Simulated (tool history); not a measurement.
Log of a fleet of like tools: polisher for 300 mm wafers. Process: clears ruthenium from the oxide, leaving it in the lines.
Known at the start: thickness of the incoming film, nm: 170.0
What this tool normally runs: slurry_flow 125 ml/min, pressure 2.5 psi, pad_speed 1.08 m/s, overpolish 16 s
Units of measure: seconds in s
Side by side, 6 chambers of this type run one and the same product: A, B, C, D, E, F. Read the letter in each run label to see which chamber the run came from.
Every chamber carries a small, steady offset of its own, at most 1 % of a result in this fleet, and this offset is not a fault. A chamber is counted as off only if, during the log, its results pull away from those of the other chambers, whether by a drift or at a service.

Run 1C, day 0.196: usual settings. Result: seconds 117.490 s.
Run 2B, day 0.333: usual settings. Result: seconds 118.980 s.
Run 3D, day 0.479: usual settings. Result: seconds 118.520 s.
Run 4F, day 0.696: usual settings. Result: seconds 120.160 s.
At day 0.738: chamber D: worn pad replaced by a new one.
At day 0.858: chamber B: worn pad replaced by a new one.
Run 5E, day 0.892: usual settings but slurry_flow 160 ml/min, overpolish 21 s. Result: seconds 111.510 s.
Run 6A, day 1.046: usual settings but slurry_flow 160 ml/min, overpolish 21 s. Result: seconds 116.300 s.
At day 1.208: chamber E: worn pad replaced by a new one.
Run 7D, day 1.296: usual settings but slurry_flow 160 ml/min, overpolish 21 s. Result: seconds 112.990 s.
Run 8F, day 1.438: usual settings but slurry_flow 160 ml/min, overpolish 21 s. Result: seconds 111.890 s.
At day 1.562: chamber C: slurry nozzle cleaned.
Run 9C, day 1.579: usual settings but slurry_flow 160 ml/min, overpolish 21 s. Result: seconds 114.900 s.
Run 10A, day 1.783: usual settings but slurry_flow 160 ml/min, overpolish 21 s. Result: seconds 114.980 s.
At day 1.875: chamber A: worn pad replaced by a new one.
Run 11B, day 2.058: usual settings. Result: seconds 118.410 s.
Run 12E, day 2.350: usual settings. Result: seconds 117.190 s.
At day 2.488: chamber F: worn pad replaced by a new one.
Run 13B, day 2.542: usual settings. Result: seconds 116.300 s.
At day 2.571: chamber A: slurry nozzle cleaned.
Run 14C, day 2.775: usual settings. Result: seconds 119.390 s.
Run 15A, day 2.933: usual settings but overpolish 6 s. Result: seconds 120.360 s.
Run 16E, day 3.221: usual settings but overpolish 6 s. Result: seconds 118.020 s.
Run 17F, day 3.417: usual settings but overpolish 6 s. Result: seconds 117.720 s.
Run 18D, day 3.571: usual settings but overpolish 6 s. Result: seconds 117.590 s.
At day 3.733: chamber C: worn pad replaced by a new one.
Run 19B, day 3.754: usual settings but overpolish 6 s. Result: seconds 115.730 s.
Run 20E, day 4.042: usual settings but overpolish 6 s. Result: seconds 117.470 s.
Run 21C, day 4.271: usual settings. Result: seconds 119.870 s.
At day 4.533: chamber F: slurry nozzle cleaned.
Run 22A, day 4.542: usual settings. Result: seconds 119.400 s.
Run 23F, day 4.717: usual settings but pressure 3.1 psi, overpolish 25 s. Result: seconds 97.879 s.
Run 24D, day 4.933: usual settings but pressure 3.1 psi, overpolish 25 s. Result: seconds 96.288 s.
Run 25F, day 5.158: usual settings but pressure 3.1 psi, overpolish 25 s. Result: seconds 94.576 s.
At day 5.279: chamber B: worn pad replaced by a new one.
Run 26B, day 5.438: usual settings but pressure 3.1 psi, overpolish 25 s. Result: seconds 95.998 s.
At day 5.558: chamber D: worn pad replaced by a new one.
At day 5.604: chamber F: worn pad replaced by a new one.
Run 27D, day 5.712: usual settings but pressure 3.1 psi, overpolish 25 s. Result: seconds 96.731 s.
At day 5.954: chamber A: head pressure recalibrated.
Run 28A, day 5.958: usual settings but pressure 3.1 psi, overpolish 25 s. Result: seconds 95.491 s.
Run 29C, day 6.225: usual settings. Result: seconds 117.660 s.
Run 30E, day 6.525: usual settings. Result: seconds 115.400 s.
Run 31E, day 6.821: usual settings. Result: seconds 116.910 s.
Run 32A, day 6.979: usual settings. Result: seconds 120.640 s.
Run 33D, day 7.275: usual settings but slurry_flow 90 ml/min. Result: seconds 127.690 s.
Run 34B, day 7.438: usual settings but slurry_flow 90 ml/min. Result: seconds 129.160 s.
Run 35C, day 7.688: usual settings but slurry_flow 90 ml/min. Result: seconds 129.790 s.
Run 36F, day 7.896: usual settings but slurry_flow 90 ml/min. Result: seconds 128.410 s.
Run 37E, day 8.138: usual settings but slurry_flow 90 ml/min. Result: seconds 127.580 s.

Next, every chamber runs the same settings. What will each give?
Run 38A, day 8.367: usual settings but pad_speed 0.96 m/s. Result: seconds ?.
Run 38B, day 8.367: usual settings but pad_speed 0.96 m/s. Result: seconds ?.
Run 38C, day 8.367: usual settings but pad_speed 0.96 m/s. Result: seconds ?.
Run 38D, day 8.367: usual settings but pad_speed 0.96 m/s. Result: seconds ?.
Run 38E, day 8.367: usual settings but pad_speed 0.96 m/s. Result: seconds ?.
Run 38F, day 8.367: usual settings but pad_speed 0.96 m/s. Result: seconds ?.

run  seconds
38A  133.770
38B  134.200
38C  133.520
38D  135.640
38E  132.360
38F  132.940
